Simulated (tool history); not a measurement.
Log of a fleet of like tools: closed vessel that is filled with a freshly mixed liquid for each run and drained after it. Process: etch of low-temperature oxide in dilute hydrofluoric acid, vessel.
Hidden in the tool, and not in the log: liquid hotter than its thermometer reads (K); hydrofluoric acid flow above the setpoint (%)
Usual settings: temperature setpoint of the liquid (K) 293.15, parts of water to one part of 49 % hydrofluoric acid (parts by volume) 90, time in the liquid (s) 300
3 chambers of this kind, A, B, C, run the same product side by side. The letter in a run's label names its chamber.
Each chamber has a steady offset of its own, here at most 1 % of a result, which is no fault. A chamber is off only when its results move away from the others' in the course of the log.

run	hour	temperature setpoint of the liquid (K)	parts of water to one part of 49 % hydrofluoric acid (parts by volume)	time in the liquid (s)	hours since the thermometer was replaced	hours since the hydrofluoric acid flow meter was replaced	read-back film thickness of the low-temperature oxide reference wafer, read on the same gauge (nm)	thickness taken off the low-temperature oxide on a monitor wafer (angstrom)
1C	5.1	293.15	90	300	1129.2	264.7	100	373.41
2B	12.5	293.15	90	300	1200.7	1912	99.992	371.26
3A	21.4	293.15	90	300	920.2	2156.3	100.06	364.22
4C	27	293.15	90	300	1151.1	286.6	99.985	375.23
5B	34.6	293.15	90	300	1222.8	1934.1	100	369.78
6A	41.3	293.15	90	300	940.1	2176.2	99.991	368.65
7B	50.1	290.15	125	300	1238.3	1949.6	100	226.75
8C	60	290.15	125	300	1184.1	319.6	99.975	227.76
9A	69.3	290.15	125	300	968.1	2204.2	100.01	223.89
# hour 77.2: chamber B: hydrofluoric acid flow meter replaced
10A	79.1	293.15	90	300	977.9	2214	100.04	364.78
11C	89.1	293.15	90	300	1213.2	348.7	99.993	371.52
12B	95.7	293.15	90	300	1283.9	18.5	99.969	370.66
13B	101.4	293.15	90	360	1289.6	24.2	99.998	446.65
14C	109.9	293.15	90	360	1234	369.5	99.976	449.28
15A	116	293.15	90	360	1014.8	2250.9	100	447.36
16A	126	293.15	65	410	1024.8	2260.9	100.02	720.85
17B	130.9	293.15	65	410	1319.1	53.7	100.02	729.64
18C	140.6	293.15	65	410	1264.7	400.2	100.03	724.68
19C	147.3	293.15	90	300	1271.4	406.9	99.964	373.23
# hour 147.9: chamber A: hydrofluoric acid flow meter replaced
20A	157.3	293.15	90	300	1056.1	9.4	100.04	369.19
21B	162.1	293.15	90	420	1350.3	84.9	99.973	522.15
22A	166.9	293.15	90	420	1065.7	19	99.97	516.93
23C	172.5	293.15	90	420	1296.6	432.1	99.966	522.83
24B	180.1	293.15	90	300	1368.3	102.9	99.99	376.11
25B	188.3	293.15	90	300	1376.5	111.1	99.979	379.29
26A	196.6	293.15	90	300	1095.4	48.7	99.983	364.69
27C	205.2	293.15	90	300	1329.3	464.8	99.989	373.6
28C	215	293.15	90	300	1339.1	474.6	99.975	372.16
29B	222.5	293.15	90	300	1410.7	145.3	99.925	383.36
30A	230	293.15	90	300	1128.8	82.1	99.993	368.17
31B	237.8	293.15	90	300	1426	160.6	100	382.79
32A	245.8	293.15	65	360	1144.6	97.9	100.04	639.67
33C	254.7	293.15	65	360	1378.8	514.3	100.03	637.82
34B	261.2	293.15	65	360	1449.4	184	100.02	660.09
35C	268.3	293.15	90	300	1392.4	527.9	100.01	371.84
36A	275.6	293.15	90	300	1174.4	127.7	99.993	366.61
37C	283.1	293.15	90	300	1407.2	542.7	100	372.16
38B	292.9	291.15	90	355	1481.1	215.7	100.01	421.18
39A	297.4	291.15	90	355	1196.2	149.5	99.954	403.22
40C	304.5	291.15	90	355	1428.6	564.1	100.01	408.28
41B	314.4	293.15	90	300	1502.6	237.2	100.01	390.21

All 3 chambers run these settings next. Forecast each chamber's results:
42A	321.7	293.15	90	300				?
42B	321.7	293.15	90	300				?
42C	321.7	293.15	90	300				?

run	thickness taken off the low-temperature oxide on a monitor wafer (angstrom)
42A	368.52
42B	391.16
42C	372.03
